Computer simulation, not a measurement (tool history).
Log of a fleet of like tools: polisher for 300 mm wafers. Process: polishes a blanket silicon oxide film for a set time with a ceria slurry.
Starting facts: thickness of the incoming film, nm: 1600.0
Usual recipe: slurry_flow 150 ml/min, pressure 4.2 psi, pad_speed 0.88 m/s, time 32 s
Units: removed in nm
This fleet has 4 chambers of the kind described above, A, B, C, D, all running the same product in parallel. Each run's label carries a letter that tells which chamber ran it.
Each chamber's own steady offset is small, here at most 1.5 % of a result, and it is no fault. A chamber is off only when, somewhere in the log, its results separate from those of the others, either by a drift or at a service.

| run | hour | slurry_flow | pressure | pad_speed | time | removed |
|---|---|---|---|---|---|---|
| 1D | 6.2 | 150 | 4.2 | 0.88 | 32 | 184.34 |
| 2C | 10.8 | 150 | 4.2 | 0.88 | 32 | 180.10 |
| 3B | 15.4 | 150 | 4.2 | 0.88 | 32 | 179.84 |
| 4A | 18.6 | 150 | 4.2 | 0.88 | 32 | 178.53 |
| 5B | 22.1 | 150 | 4.2 | 0.88 | 32 | 175.63 |
| 6D | 25.1 | 150 | 4.2 | 0.88 | 32 | 185.76 |
| 7A | 28.3 | 150 | 4.2 | 0.88 | 32 | 177.84 |
| 8C | 33.3 | 150 | 4.2 | 0.88 | 32 | 176.66 |
| 9B | 37.7 | 150 | 4.2 | 0.88 | 32 | 178.02 |
| 10D | 44.3 | 170 | 4.2 | 0.60 | 32 | 125.77 |
|  | 45.9 | chamber D: worn pad replaced by a new one |
| 11A | 49.0 | 170 | 4.2 | 0.60 | 32 | 121.47 |
| 12C | 52.0 | 170 | 4.2 | 0.60 | 32 | 123.70 |
| 13B | 54.9 | 170 | 4.2 | 0.60 | 32 | 122.13 |
| 14D | 58.9 | 150 | 4.2 | 0.88 | 32 | 180.33 |
| 15C | 63.6 | 150 | 4.2 | 0.88 | 32 | 174.01 |
|  | 68.9 | chamber B: worn pad replaced by a new one |
| 16A | 69.0 | 150 | 4.2 | 0.88 | 32 | 174.12 |
| 17A | 75.6 | 150 | 4.2 | 0.88 | 32 | 177.95 |
| 18B | 78.9 | 150 | 4.2 | 0.88 | 37 | 206.34 |
| 19C | 84.4 | 150 | 4.2 | 0.88 | 37 | 199.56 |
| 20D | 88.3 | 150 | 4.2 | 0.88 | 37 | 210.80 |
| 21B | 94.0 | 150 | 4.2 | 0.88 | 37 | 209.75 |
| 22C | 98.7 | 150 | 4.2 | 0.88 | 32 | 170.79 |
| 23A | 101.6 | 150 | 4.2 | 0.88 | 32 | 176.33 |
|  | 105.3 | chamber C: worn pad replaced by a new one |
| 24D | 106.7 | 150 | 4.2 | 0.88 | 32 | 180.71 |
| 25D | 110.7 | 150 | 4.2 | 0.88 | 32 | 179.82 |
| 26C | 115.3 | 150 | 4.2 | 0.88 | 32 | 166.66 |
| 27A | 119.6 | 150 | 4.2 | 0.88 | 32 | 173.83 |
|  | 119.8 | chamber A: worn pad replaced by a new one |
|  | 119.9 | chamber B: slurry nozzle cleaned |
| 28B | 122.8 | 150 | 4.2 | 0.88 | 32 | 179.94 |
| 29C | 128.3 | 150 | 4.2 | 0.88 | 32 | 165.83 |
|  | 130.1 | chamber A: head pressure recalibrated |
| 30A | 133.3 | 150 | 4.2 | 0.88 | 32 | 178.04 |
| 31D | 139.2 | 150 | 4.2 | 0.88 | 32 | 180.53 |
| 32B | 142.8 | 150 | 4.2 | 0.88 | 32 | 177.91 |
| 33C | 148.2 | 150 | 4.2 | 0.88 | 32 | 162.06 |

Next, every chamber runs the same settings. What will each give?
| 34A | 153.0 | 150 | 4.2 | 0.88 | 32 | ? |
| 34B | 153.0 | 150 | 4.2 | 0.88 | 32 | ? |
| 34C | 153.0 | 150 | 4.2 | 0.88 | 32 | ? |
| 34D | 153.0 | 150 | 4.2 | 0.88 | 32 | ? |

| run | removed |
|---|---|
| 34A | 179.01 |
| 34B | 177.17 |
| 34C | 160.18 |
| 34D | 178.89 |
